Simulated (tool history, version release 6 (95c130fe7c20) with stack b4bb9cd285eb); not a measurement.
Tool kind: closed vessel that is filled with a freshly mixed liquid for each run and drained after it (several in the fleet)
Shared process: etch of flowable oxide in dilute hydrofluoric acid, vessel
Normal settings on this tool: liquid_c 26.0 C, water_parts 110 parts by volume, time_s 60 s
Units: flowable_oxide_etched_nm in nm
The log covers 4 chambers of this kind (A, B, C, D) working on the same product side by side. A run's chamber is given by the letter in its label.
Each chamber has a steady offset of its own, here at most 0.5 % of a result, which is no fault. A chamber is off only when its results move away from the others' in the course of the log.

| run | day | liquid_c | water_parts | time_s | read-back film thickness of the flowable oxide reference wafer, read on the same gauge (nm) | flowable_oxide_etched_nm |
|---|---|---|---|---|---|---|
| 1C | 0.429 | 26.0 | 110 | 60 | 30.034 | 30.692 |
| 2D | 0.638 | 26.0 | 110 | 60 | 29.991 | 31.123 |
| 3B | 0.850 | 26.0 | 110 | 60 | 29.984 | 30.605 |
| 4A | 1.108 | 26.0 | 110 | 60 | 30.013 | 31.081 |
| 5B | 1.317 | 26.0 | 110 | 60 | 29.970 | 30.346 |
| 6A | 1.558 | 26.0 | 110 | 60 | 29.998 | 30.630 |
| 7D | 1.962 | 26.0 | 95 | 60 | 30.008 | 36.128 |
| 8C | 2.204 | 26.0 | 95 | 60 | 30.003 | 35.744 |
| 9D | 2.592 | 26.0 | 95 | 60 | 29.998 | 36.816 |
|  | 2.767 | chamber D: hydrofluoric acid flow meter replaced |
| 10C | 2.992 | 26.0 | 95 | 60 | 29.999 | 36.636 |
| 11B | 3.429 | 26.0 | 110 | 60 | 30.012 | 30.102 |
| 12A | 3.754 | 26.0 | 110 | 60 | 30.014 | 30.491 |
| 13D | 3.988 | 26.0 | 110 | 60 | 30.005 | 30.717 |
| 14B | 4.200 | 26.0 | 110 | 60 | 30.034 | 30.363 |
| 15A | 4.400 | 26.0 | 110 | 60 | 30.017 | 31.232 |
| 16C | 4.633 | 26.0 | 110 | 60 | 30.010 | 31.845 |
| 17D | 5.046 | 26.0 | 110 | 60 | 29.983 | 31.147 |
| 18C | 5.479 | 29.5 | 90 | 60 | 30.043 | 45.551 |
| 19B | 5.692 | 29.5 | 90 | 60 | 30.000 | 43.929 |
| 20A | 5.900 | 29.5 | 90 | 60 | 30.019 | 44.364 |
| 21C | 6.158 | 29.5 | 90 | 60 | 30.009 | 46.637 |
| 22A | 6.604 | 23.5 | 110 | 60 | 29.951 | 28.222 |
| 23B | 6.921 | 23.5 | 110 | 60 | 30.010 | 27.995 |
| 24D | 7.229 | 23.5 | 110 | 60 | 29.982 | 27.919 |
| 25B | 7.438 | 23.5 | 110 | 60 | 29.982 | 27.325 |
| 26C | 7.842 | 26.0 | 110 | 60 | 30.027 | 33.513 |
| 27D | 8.183 | 26.0 | 110 | 60 | 30.005 | 30.670 |
| 28A | 8.383 | 26.0 | 110 | 60 | 29.994 | 31.003 |
| 29D | 8.717 | 26.0 | 110 | 60 | 30.006 | 30.587 |
| 30B | 9.108 | 26.0 | 110 | 60 | 30.018 | 30.250 |
| 31A | 9.329 | 26.0 | 110 | 60 | 30.060 | 30.848 |
| 32C | 9.708 | 26.0 | 110 | 60 | 30.047 | 34.542 |

Does one chamber stand apart from the rest, does the shared gauge drift, or is all well apart from small per-chamber offsets? Give the chamber and the most likely cause, where there is one.

One chamber, C, drifts off from the rest bit by bit.
Most likely cause: hydrofluoric acid flow above the setpoint (%) = 11.3.

Here are 4 candidates for chamber C's next run, each the usual settings with a change, their results left as question marks. Which one brings its results back in line with what the others give on the usual settings?
To be in line, a result may differ from the other chambers' mean on the usual settings by at most: flowable_oxide_etched_nm 0.910 nm
| 33C-1 | 10.038 | 23.0 | 110 | 60 |  | ? |
| 33C-2 | 10.038 | 26.0 | 115 | 60 |  | ? |
| 33C-3 | 10.038 | 26.5 | 100 | 60 |  | ? |
| 33C-4 | 10.038 | 26.0 | 105 | 60 |  | ? |

What the other chambers average on the usual settings: flowable_oxide_etched_nm 30.734 nm
| run | flowable_oxide_etched_nm |
|---|---|
| 33C-1 | 30.752 |
| 33C-2 | 32.987 |
| 33C-3 | 39.268 |
| 33C-4 | 36.494 |
33C-1 brings the chamber back in line.
